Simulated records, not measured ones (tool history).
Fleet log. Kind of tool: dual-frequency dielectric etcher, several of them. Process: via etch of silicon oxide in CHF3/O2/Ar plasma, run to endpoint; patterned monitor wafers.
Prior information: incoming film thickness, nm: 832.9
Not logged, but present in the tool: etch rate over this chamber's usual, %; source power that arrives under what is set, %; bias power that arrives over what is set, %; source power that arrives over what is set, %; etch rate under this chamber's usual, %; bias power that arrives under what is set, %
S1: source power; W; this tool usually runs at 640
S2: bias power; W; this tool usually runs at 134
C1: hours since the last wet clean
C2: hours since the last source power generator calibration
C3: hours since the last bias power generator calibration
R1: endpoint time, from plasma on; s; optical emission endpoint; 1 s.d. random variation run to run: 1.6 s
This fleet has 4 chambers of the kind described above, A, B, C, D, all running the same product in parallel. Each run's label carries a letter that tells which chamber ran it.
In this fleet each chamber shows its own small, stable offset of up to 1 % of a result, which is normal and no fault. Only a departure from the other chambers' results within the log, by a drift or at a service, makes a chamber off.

run	day	S1	S2	C1	C2	C3	R1
# day 0.367: chamber C: wet clean of the chamber
1B	0.442	640	134	23.3	2405.0	2767.8	452.72
2C	0.696	640	134	8.0	1432.7	1819.3	454.93
3D	1.046	640	134	449.9	2829.0	2581.6	456.36
4A	1.350	640	134	358.4	1470.1	2303.3	452.54
5D	1.667	640	134	464.8	2843.9	2596.5	457.86
6A	2.112	640	134	376.7	1488.4	2321.6	453.47
7C	2.467	640	134	50.5	1475.2	1861.8	449.15
8B	2.779	590	134	79.4	2461.1	2823.9	470.04
9D	3.271	590	134	503.3	2882.4	2635.0	473.90
10B	3.529	590	134	97.4	2479.1	2841.9	470.69
11A	4.012	590	134	422.3	1534.0	2367.2	469.94
12C	4.462	640	134	98.4	1523.1	1909.7	452.50
13A	4.829	640	134	441.9	1553.6	2386.8	454.48
14C	5.142	640	134	114.7	1539.4	1926.0	452.32
15B	5.600	640	134	147.1	2528.8	2891.6	452.93
16D	6.021	640	134	569.3	2948.4	2701.0	464.99
17B	6.400	570	148	166.3	2548.0	2910.8	458.72
18C	6.717	570	148	152.5	1577.2	1963.8	455.23
19A	7.200	570	148	498.8	1610.5	2443.7	457.90
20D	7.558	570	148	606.2	2985.3	2737.9	478.26
21D	7.900	640	147	614.4	2993.5	2746.1	459.01
22A	8.150	640	147	521.6	1633.3	2466.5	441.46
23C	8.404	640	147	193.0	1617.7	2004.3	437.26
24B	8.658	640	147	220.5	2602.2	2965.0	441.25

The same settings go to every chamber for the next run, one line per chamber below. Forecast the results for each:
25A	9.012	640	156				?
25B	9.012	640	156				?
25C	9.012	640	156				?
25D	9.012	640	156				?

run	R1
25A	431.63
25B	429.89
25C	430.67
25D	453.28

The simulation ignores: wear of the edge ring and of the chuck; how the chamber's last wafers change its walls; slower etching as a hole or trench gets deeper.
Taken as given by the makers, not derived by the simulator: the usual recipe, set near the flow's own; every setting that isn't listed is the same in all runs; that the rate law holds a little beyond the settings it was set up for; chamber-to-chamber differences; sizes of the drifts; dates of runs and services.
